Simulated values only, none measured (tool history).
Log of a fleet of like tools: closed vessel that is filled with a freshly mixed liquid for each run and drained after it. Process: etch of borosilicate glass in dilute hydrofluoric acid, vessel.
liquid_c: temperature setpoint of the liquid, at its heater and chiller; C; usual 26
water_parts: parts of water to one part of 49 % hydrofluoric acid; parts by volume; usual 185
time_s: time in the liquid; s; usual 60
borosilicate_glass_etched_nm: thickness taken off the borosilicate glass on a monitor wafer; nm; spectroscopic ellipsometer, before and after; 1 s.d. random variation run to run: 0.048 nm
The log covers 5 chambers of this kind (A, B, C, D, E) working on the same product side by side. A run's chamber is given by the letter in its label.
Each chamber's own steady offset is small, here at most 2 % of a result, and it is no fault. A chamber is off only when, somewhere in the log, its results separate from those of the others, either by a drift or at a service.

run   hour  liquid_c  water_parts  time_s  hours since the thermometer was replaced  hours since the hydrofluoric acid flow meter was replaced  read-back film thickness of the borosilicate glass reference wafer, read on the same gauge (nm)  borosilicate_glass_etched_nm
 1D   11.7        26          185      60                                     993.5                                                      837.3                                                                                           80.018                        5.2788
 2E   17.6        26          185      60                                     282.1                                                      840.7                                                                                           79.973                        5.3080
 3B   23.4        26          185      60                                     782.5                                                      145.0                                                                                           79.996                        5.4202
 4A   34.3        26          185      60                                     712.7                                                      256.2                                                                                           79.995                        5.3666
 5C   45.8        26          185      60                                     841.7                                                      124.6                                                                                           80.028                        5.3070
 6C   57.4        26          185      60                                     853.3                                                      136.2                                                                                           79.995                        5.4664
 7D   66.7        26          100      85                                    1048.5                                                      892.3                                                                                           80.002                       15.1250
 8E   72.2        26          100      85                                     336.7                                                      895.3                                                                                           80.027                       15.0520
 9A   81.3        26          100      85                                     759.7                                                      303.2                                                                                           80.000                       15.7880
10B   87.1        26          100      85                                     846.2                                                      208.7                                                                                           80.007                       16.0550
11E   96.4        26          100      85                                     360.9                                                      919.5                                                                                           79.989                       15.2980
12D  107.1        26          185      60                                    1088.9                                                      932.7                                                                                           79.997                        5.0796
13A  117.2        26          155      50                                     795.6                                                      339.1                                                                                           80.007                        5.5133
14C  127.9        26          155      50                                     923.8                                                      206.7                                                                                           80.008                        5.6525
15B  133.6        26          155      50                                     892.7                                                      255.2                                                                                           80.006                        5.4853
16E  145.6        26          155      50                                     410.1                                                      968.7                                                                                           80.019                        5.4302
17D  151.2        26          155      50                                    1133.0                                                      976.8                                                                                           79.986                        5.1923
18C  156.6        26          185      60                                     952.5                                                      235.4                                                                                           79.965                        5.4416
19B  168.7        26          185      60                                     927.8                                                      290.3                                                                                           80.001                        5.3878
20A  176.1        26          185      60                                     854.5                                                      398.0                                                                                           80.020                        5.4169
21D  182.4        26          185      60                                    1164.2                                                     1008.0                                                                                           79.994                        5.0859
22C  190.6        26          185      60                                     986.5                                                      269.4                                                                                           80.015                        5.4284
23E  197.1        26          185      60                                     461.6                                                     1020.2                                                                                           79.971                        5.2675
24A  207.7        26          185      60                                     886.1                                                      429.6                                                                                           80.010                        5.3828
25B  213.8        28          185      60                                     972.9                                                      335.4                                                                                           80.029                        5.7460
26D  225.4        28          185      60                                    1207.2                                                     1051.0                                                                                           80.028                        5.2823
27A  234.7        28          185      60                                     913.1                                                      456.6                                                                                           79.967                        5.6999
28C  242.6        28          185      60                                    1038.5                                                      321.4                                                                                           80.007                        5.7594
29E  253.3        28          185      60                                     517.8                                                     1076.4                                                                                           79.993                        5.6843
30B  265.3        26          185      60                                    1024.4                                                      386.9                                                                                           80.009                        5.4391
31C  271.1        26          185      60                                    1067.0                                                      349.9                                                                                           80.037                        5.4009
32B  282.7        26          185      60                                    1041.8                                                      404.3                                                                                           80.021                        5.4162
     288.6  -- chamber A: hydrofluoric acid flow meter replaced
33E  294.2        26          185      60                                     558.7                                                     1117.3                                                                                           79.986                        5.2948
34A  299.8        26          185      60                                     978.2                                                       11.2                                                                                           80.007                        5.3220
35D  310.5        22          120      60                                    1292.3                                                     1136.1                                                                                           79.995                        6.8126
36A  318.9        22          120      60                                     997.3                                                       30.3                                                                                           80.016                        7.6988
37C  330.3        22          120      60                                    1126.2                                                      409.1                                                                                           79.999                        7.9059

For the next run the whole fleet of 5 chambers uses the same settings. Give each chamber's results:
38A  339.0        26          185      60                                                                                                                                                                                                                                   ?
38B  339.0        26          185      60                                                                                                                                                                                                                                   ?
38C  339.0        26          185      60                                                                                                                                                                                                                                   ?
38D  339.0        26          185      60                                                                                                                                                                                                                                   ?
38E  339.0        26          185      60                                                                                                                                                                                                                                   ?

run  borosilicate_glass_etched_nm
38A                        5.3038
38B                        5.4183
38C                        5.4405
38D                        4.7199
38E                        5.1806

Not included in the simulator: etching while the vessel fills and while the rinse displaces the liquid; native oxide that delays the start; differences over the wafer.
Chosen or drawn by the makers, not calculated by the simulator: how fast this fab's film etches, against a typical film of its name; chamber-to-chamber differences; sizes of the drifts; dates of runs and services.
